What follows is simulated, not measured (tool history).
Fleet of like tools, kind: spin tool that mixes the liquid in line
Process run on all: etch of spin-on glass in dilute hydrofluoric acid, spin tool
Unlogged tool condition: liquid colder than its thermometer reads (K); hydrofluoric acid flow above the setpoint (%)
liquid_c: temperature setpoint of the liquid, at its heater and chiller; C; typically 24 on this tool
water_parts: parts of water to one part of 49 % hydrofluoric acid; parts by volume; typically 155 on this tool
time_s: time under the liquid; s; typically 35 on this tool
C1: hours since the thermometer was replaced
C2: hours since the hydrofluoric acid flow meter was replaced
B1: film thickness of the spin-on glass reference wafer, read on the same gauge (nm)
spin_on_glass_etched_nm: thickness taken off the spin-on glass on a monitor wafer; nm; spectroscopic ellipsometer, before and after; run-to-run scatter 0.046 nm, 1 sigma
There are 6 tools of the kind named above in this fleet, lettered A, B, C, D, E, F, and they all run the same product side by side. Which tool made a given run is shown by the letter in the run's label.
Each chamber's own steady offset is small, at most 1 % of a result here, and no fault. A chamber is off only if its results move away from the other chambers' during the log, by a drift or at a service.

{"run": "1E", "hour": 6.1, "liquid_c": 24, "water_parts": 155, "time_s": 35, "C1": 1172.6, "C2": 1791.3, "B1": 150.01, "spin_on_glass_etched_nm": 6.8059}
{"run": "2A", "hour": 14.8, "liquid_c": 24, "water_parts": 155, "time_s": 35, "C1": 142.6, "C2": 406.5, "B1": 150, "spin_on_glass_etched_nm": 6.829}
{"run": "3C", "hour": 26.0, "liquid_c": 24, "water_parts": 155, "time_s": 35, "C1": 32.9, "C2": 561.5, "B1": 150, "spin_on_glass_etched_nm": 6.8278}
{"run": "4B", "hour": 37.0, "liquid_c": 24, "water_parts": 155, "time_s": 35, "C1": 1356.4, "C2": 93.2, "B1": 149.93, "spin_on_glass_etched_nm": 6.9446}
{"run": "5D", "hour": 49.3, "liquid_c": 24, "water_parts": 115, "time_s": 35, "C1": 371.7, "C2": 906.7, "B1": 150.01, "spin_on_glass_etched_nm": 9.6168}
{"run": "6F", "hour": 59.4, "liquid_c": 24, "water_parts": 115, "time_s": 35, "C1": 1607.4, "C2": 391.7, "B1": 149.98, "spin_on_glass_etched_nm": 9.5558}
{"run": "7C", "hour": 67.1, "liquid_c": 24, "water_parts": 115, "time_s": 35, "C1": 74, "C2": 602.6, "B1": 150.02, "spin_on_glass_etched_nm": 9.6539}
{"run": "8E", "hour": 77.6, "liquid_c": 24, "water_parts": 115, "time_s": 35, "C1": 1244.1, "C2": 1862.8, "B1": 150.01, "spin_on_glass_etched_nm": 9.6574}
{"run": "9D", "hour": 86.2, "liquid_c": 24, "water_parts": 115, "time_s": 35, "C1": 408.6, "C2": 943.6, "B1": 149.97, "spin_on_glass_etched_nm": 9.6599}
{"run": "10F", "hour": 92.9, "liquid_c": 24, "water_parts": 115, "time_s": 35, "C1": 1640.9, "C2": 425.2, "B1": 150, "spin_on_glass_etched_nm": 9.4722}
{"run": "11B", "hour": 102.4, "liquid_c": 24, "water_parts": 155, "time_s": 35, "C1": 1421.8, "C2": 158.6, "B1": 150, "spin_on_glass_etched_nm": 6.8366}
{"run": "12A", "hour": 114.0, "liquid_c": 24, "water_parts": 155, "time_s": 35, "C1": 241.8, "C2": 505.7, "B1": 150.04, "spin_on_glass_etched_nm": 6.7905}
{"run": "13A", "hour": 120.9, "liquid_c": 24, "water_parts": 155, "time_s": 35, "C1": 248.7, "C2": 512.6, "B1": 150.03, "spin_on_glass_etched_nm": 6.8212}
{"run": "14D", "hour": 133.7, "liquid_c": 24, "water_parts": 155, "time_s": 35, "C1": 456.1, "C2": 991.1, "B1": 149.98, "spin_on_glass_etched_nm": 6.8279}
{"run": "15F", "hour": 145.5, "liquid_c": 24, "water_parts": 155, "time_s": 35, "C1": 1693.5, "C2": 477.8, "B1": 149.99, "spin_on_glass_etched_nm": 6.773}
{"run": "16E", "hour": 156.2, "liquid_c": 24, "water_parts": 155, "time_s": 35, "C1": 1322.7, "C2": 1941.4, "B1": 150, "spin_on_glass_etched_nm": 6.7977}
{"run": "17B", "hour": 163.9, "liquid_c": 24, "water_parts": 155, "time_s": 35, "C1": 1483.3, "C2": 220.1, "B1": 150.01, "spin_on_glass_etched_nm": 6.8377}
{"run": "18C", "hour": 169.9, "liquid_c": 24, "water_parts": 155, "time_s": 35, "C1": 176.8, "C2": 705.4, "B1": 149.96, "spin_on_glass_etched_nm": 6.7958}
{"run": "19E", "hour": 179.7, "liquid_c": 24, "water_parts": 155, "time_s": 35, "C1": 1346.2, "C2": 1964.9, "B1": 150.01, "spin_on_glass_etched_nm": 6.8177}
{"run": "20C", "hour": 191.7, "liquid_c": 24, "water_parts": 155, "time_s": 35, "C1": 198.6, "C2": 727.2, "B1": 150.01, "spin_on_glass_etched_nm": 6.8014}
{"run": "21B", "hour": 198.7, "liquid_c": 24, "water_parts": 155, "time_s": 35, "C1": 1518.1, "C2": 254.9, "B1": 150, "spin_on_glass_etched_nm": 6.941}
{"run": "22D", "hour": 206.4, "liquid_c": 24, "water_parts": 155, "time_s": 35, "C1": 528.8, "C2": 1063.8, "B1": 150.01, "spin_on_glass_etched_nm": 6.8359}
{"hour": 208.7, "done": "chamber F: hydrofluoric acid flow meter replaced"}
{"run": "23F", "hour": 213.0, "liquid_c": 24, "water_parts": 155, "time_s": 35, "C1": 1761, "C2": 4.3, "B1": 149.95, "spin_on_glass_etched_nm": 6.8093}
{"run": "24A", "hour": 220.1, "liquid_c": 24, "water_parts": 155, "time_s": 35, "C1": 347.9, "C2": 611.8, "B1": 149.98, "spin_on_glass_etched_nm": 6.7098}
{"hour": 229.0, "done": "chamber E: hydrofluoric acid flow meter replaced"}
{"run": "25E", "hour": 231.6, "liquid_c": 24, "water_parts": 155, "time_s": 55, "C1": 1398.1, "C2": 2.7, "B1": 149.97, "spin_on_glass_etched_nm": 10.724}
{"run": "26A", "hour": 237.5, "liquid_c": 24, "water_parts": 155, "time_s": 55, "C1": 365.3, "C2": 629.2, "B1": 150.08, "spin_on_glass_etched_nm": 10.566}
{"run": "27F", "hour": 250.0, "liquid_c": 24, "water_parts": 155, "time_s": 55, "C1": 1798, "C2": 41.3, "B1": 150.02, "spin_on_glass_etched_nm": 10.676}
{"run": "28C", "hour": 261.7, "liquid_c": 24, "water_parts": 155, "time_s": 55, "C1": 268.6, "C2": 797.2, "B1": 149.96, "spin_on_glass_etched_nm": 10.713}
{"run": "29B", "hour": 270.3, "liquid_c": 24, "water_parts": 155, "time_s": 55, "C1": 1589.7, "C2": 326.5, "B1": 149.98, "spin_on_glass_etched_nm": 10.913}
{"run": "30D", "hour": 277.1, "liquid_c": 24, "water_parts": 155, "time_s": 55, "C1": 599.5, "C2": 1134.5, "B1": 150.02, "spin_on_glass_etched_nm": 10.707}
{"hour": 284.0, "done": "chamber B: thermometer replaced"}
{"run": "31B", "hour": 288.2, "liquid_c": 24, "water_parts": 155, "time_s": 35, "C1": 4.3, "C2": 344.4, "B1": 149.98, "spin_on_glass_etched_nm": 6.9179}
{"run": "32D", "hour": 300.8, "liquid_c": 24, "water_parts": 155, "time_s": 35, "C1": 623.2, "C2": 1158.2, "B1": 149.98, "spin_on_glass_etched_nm": 6.8659}
{"run": "33E", "hour": 307.4, "liquid_c": 24, "water_parts": 155, "time_s": 35, "C1": 1473.9, "C2": 78.5, "B1": 149.98, "spin_on_glass_etched_nm": 6.6974}
{"run": "34F", "hour": 314.7, "liquid_c": 24, "water_parts": 155, "time_s": 35, "C1": 1862.7, "C2": 106, "B1": 150.01, "spin_on_glass_etched_nm": 6.8925}
{"run": "35C", "hour": 324.7, "liquid_c": 24, "water_parts": 155, "time_s": 35, "C1": 331.6, "C2": 860.2, "B1": 150.04, "spin_on_glass_etched_nm": 6.8392}
{"run": "36A", "hour": 333.8, "liquid_c": 24, "water_parts": 155, "time_s": 35, "C1": 461.6, "C2": 725.5, "B1": 150.01, "spin_on_glass_etched_nm": 6.6248}
{"run": "37C", "hour": 344.4, "liquid_c": 24, "water_parts": 155, "time_s": 35, "C1": 351.3, "C2": 879.9, "B1": 150.02, "spin_on_glass_etched_nm": 6.7694}
{"run": "38A", "hour": 356.4, "liquid_c": 24, "water_parts": 155, "time_s": 35, "C1": 484.2, "C2": 748.1, "B1": 150, "spin_on_glass_etched_nm": 6.626}
{"hour": 359.8, "done": "chamber E: thermometer replaced"}
{"run": "39E", "hour": 363.2, "liquid_c": 24, "water_parts": 155, "time_s": 35, "C1": 3.5, "C2": 134.3, "B1": 149.96, "spin_on_glass_etched_nm": 6.8985}
{"run": "40B", "hour": 375.0, "liquid_c": 24, "water_parts": 155, "time_s": 35, "C1": 91.1, "C2": 431.2, "B1": 149.95, "spin_on_glass_etched_nm": 6.9318}
{"run": "41D", "hour": 383.1, "liquid_c": 24, "water_parts": 155, "time_s": 35, "C1": 705.5, "C2": 1240.5, "B1": 149.99, "spin_on_glass_etched_nm": 6.8723}
{"run": "42F", "hour": 391.8, "liquid_c": 24, "water_parts": 155, "time_s": 35, "C1": 1939.8, "C2": 183.1, "B1": 149.96, "spin_on_glass_etched_nm": 6.7272}
{"run": "43A", "hour": 399.1, "liquid_c": 24, "water_parts": 155, "time_s": 35, "C1": 526.9, "C2": 790.8, "B1": 150.03, "spin_on_glass_etched_nm": 6.5769}
{"run": "44C", "hour": 409.8, "liquid_c": 20, "water_parts": 155, "time_s": 35, "C1": 416.7, "C2": 945.3, "B1": 150.02, "spin_on_glass_etched_nm": 5.7933}

All chambers now run identical settings, listed one chamber a line with results as question marks. What results will each chamber show?
{"run": "45A", "hour": 418.9, "liquid_c": 24, "water_parts": 155, "time_s": 50, "spin_on_glass_etched_nm": "?"}
{"run": "45B", "hour": 418.9, "liquid_c": 24, "water_parts": 155, "time_s": 50, "spin_on_glass_etched_nm": "?"}
{"run": "45C", "hour": 418.9, "liquid_c": 24, "water_parts": 155, "time_s": 50, "spin_on_glass_etched_nm": "?"}
{"run": "45D", "hour": 418.9, "liquid_c": 24, "water_parts": 155, "time_s": 50, "spin_on_glass_etched_nm": "?"}
{"run": "45E", "hour": 418.9, "liquid_c": 24, "water_parts": 155, "time_s": 50, "spin_on_glass_etched_nm": "?"}
{"run": "45F", "hour": 418.9, "liquid_c": 24, "water_parts": 155, "time_s": 50, "spin_on_glass_etched_nm": "?"}

run=45A spin_on_glass_etched_nm=9.3496
run=45B spin_on_glass_etched_nm=9.923
run=45C spin_on_glass_etched_nm=9.8308
run=45D spin_on_glass_etched_nm=9.7247
run=45E spin_on_glass_etched_nm=9.7746
run=45F spin_on_glass_etched_nm=9.6929
